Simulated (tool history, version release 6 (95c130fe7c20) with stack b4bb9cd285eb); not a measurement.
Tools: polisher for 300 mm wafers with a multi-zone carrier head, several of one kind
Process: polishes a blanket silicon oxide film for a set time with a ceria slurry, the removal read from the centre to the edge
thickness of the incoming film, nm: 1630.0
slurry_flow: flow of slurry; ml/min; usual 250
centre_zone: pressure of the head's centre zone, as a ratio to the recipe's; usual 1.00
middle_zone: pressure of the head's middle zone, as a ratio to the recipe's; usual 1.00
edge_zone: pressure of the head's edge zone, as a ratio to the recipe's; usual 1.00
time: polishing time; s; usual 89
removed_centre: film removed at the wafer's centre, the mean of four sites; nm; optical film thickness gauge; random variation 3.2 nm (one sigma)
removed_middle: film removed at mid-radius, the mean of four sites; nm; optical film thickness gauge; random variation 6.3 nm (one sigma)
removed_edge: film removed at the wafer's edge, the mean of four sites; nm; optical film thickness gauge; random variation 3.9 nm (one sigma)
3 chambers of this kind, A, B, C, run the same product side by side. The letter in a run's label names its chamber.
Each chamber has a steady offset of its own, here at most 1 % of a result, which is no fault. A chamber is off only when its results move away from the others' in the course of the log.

run   hour  slurry_flow  centre_zone  middle_zone  edge_zone  time  removed_centre  removed_middle  removed_edge
       1.7  -- chamber C: slurry nozzle cleaned
       3.1  -- chamber A: slurry nozzle cleaned
 1A   12.4          250         1.00         1.00       1.00    89          493.77          492.37        500.44
      23.0  -- chamber A: worn pad replaced by a new one
 2B   23.5          250         1.00         1.00       1.00    89          490.88          492.83        501.25
      26.1  -- chamber B: worn pad replaced by a new one
 3C   33.8          250         1.00         1.00       1.00    89          501.70          502.12        499.33
      34.7  -- chamber A: edge zone pressure recalibrated
 4C   43.3          250         1.00         1.00       1.00    89          499.43          501.17        503.61
 5B   58.2          250         1.00         1.00       1.00    89          505.63          498.49        498.36
      67.8  -- chamber C: edge zone pressure recalibrated
 6A   68.3          250         1.00         1.00       1.00    89          490.72          505.52        502.03
 7A   77.9          250         1.00         1.00       1.00    89          488.70          487.90        502.34
      79.0  -- chamber B: edge zone pressure recalibrated
 8C   89.1          250         1.00         1.00       1.00    89          496.53          488.60        493.27
 9B  100.4          250         1.00         1.00       1.00    89          496.85          497.35        494.66
     103.7  -- chamber A: worn pad replaced by a new one
10C  107.2          250         1.00         1.00       1.00    89          492.62          498.02        492.86
     110.6  -- chamber B: worn pad replaced by a new one
11B  116.6          250         1.00         1.00       1.00    89          501.87          497.08        496.49
12A  130.4          250         1.00         1.00       1.00    89          496.51          504.39        498.87
13B  138.6          250         1.00         1.00       1.00    89          496.65          493.68        500.15
14C  147.0          250         1.00         1.00       1.00    89          501.76          489.99        505.50
15A  154.5          250         1.00         1.00       1.00    89          490.24          498.85        496.76
     161.7  -- chamber B: slurry nozzle cleaned
16B  166.3          250         1.00         1.00       1.00    89          502.40          498.05        490.10
17C  180.2          250         1.09         0.95       1.00    89          540.86          466.38        487.35
     189.6  -- chamber A: worn pad replaced by a new one
18A  190.0          250         1.09         0.95       1.00    89          536.89          461.01        495.15
     192.8  -- chamber B: worn pad replaced by a new one
19B  200.3          250         1.09         0.95       1.00    89          555.47          476.65        492.30
20A  210.9          250         1.00         1.00       1.00    89          493.50          498.21        504.06
21C  219.2          250         1.00         1.00       1.00    89          492.06          481.91        491.08
22A  231.0          250         1.00         1.00       1.00    89          495.53          501.76        500.98
23B  238.3          250         1.00         1.00       1.00    89          497.90          488.61        492.00
24C  245.4          250         1.00         1.00       1.00    89          481.44          477.60        478.50
     250.6  -- chamber A: centre zone pressure recalibrated
25A  256.1          250         1.00         1.00       1.00    89          495.28          497.15        500.27
     258.8  -- chamber A: worn pad replaced by a new one
26C  269.6          250         1.00         1.00       1.00    89          480.68          481.59        478.03
27B  278.8          250         1.00         1.00       1.00    89          490.49          489.69        497.98
     279.2  -- chamber B: worn pad replaced by a new one
28C  288.2          250         1.00         1.00       1.08   108          577.56          574.59        603.26
29A  298.5          250         1.00         1.00       1.08   108          602.04          603.46        634.15
30B  307.4          250         1.00         1.00       1.08   108          606.99          603.19        624.66
31C  321.6          250         1.00         1.00       1.00    89          475.87          470.76        475.70
     331.7  -- chamber A: worn pad replaced by a new one
32A  335.5          250         1.00         1.00       1.00    89          491.92          502.85        495.22
33B  343.4          250         1.11         1.00       1.00    73          459.69          397.17        414.47
34B  350.3          250         1.11         1.00       1.00    73          455.44          406.77        405.03
35A  359.1          250         1.11         1.00       1.00    73          457.16          406.36        403.48
     365.8  -- chamber B: worn pad replaced by a new one
36C  370.1          250         1.00         1.00       1.00    89          473.22          462.04        465.12
37C  376.9          250         1.00         1.00       1.08    89          467.92          460.33        482.96
38B  389.9          250         1.00         1.00       1.08    89          503.26          500.09        522.94
39A  404.7          250         1.00         1.00       1.08    89          496.69          502.13        524.60

Is one chamber off against the others, does the gauge drift, or is nothing wrong? If a chamber is off, say which, and what the likeliest cause is.

Chamber C drifts away from the others.
Cause: removal rate lost through wear of the pad, % = 7.29.
The log may not tell that from: slurry flow missing at the pad, %.

Here are 4 candidates for chamber C's next run, each the usual settings with a change, their results left as question marks. Which one brings its results back in line with what the others give on the usual settings?
In line means no further than this from the other chambers' mean on the usual settings: removed_centre 11.00 nm; removed_middle 22.00 nm; removed_edge 14.00 nm
40C-1  415.4          250         1.00         1.00       1.00    96               ?               ?             ?
40C-2  415.4          250         1.00         1.00       1.00    92               ?               ?             ?
40C-3  415.4          250         1.00         1.00       1.00    86               ?               ?             ?
40C-4  415.4          250         1.01         0.99       1.00    83               ?               ?             ?

The other chambers' mean on the usual settings: removed_centre 495.55 nm; removed_middle 495.16 nm; removed_edge 497.27 nm
  run  removed_centre  removed_middle  removed_edge
40C-1          502.30          490.45        498.64
40C-2          481.37          470.01        477.86
40C-3          449.98          439.36        446.70
40C-4          439.02          420.06        431.18
40C-1 brings the chamber back in line.
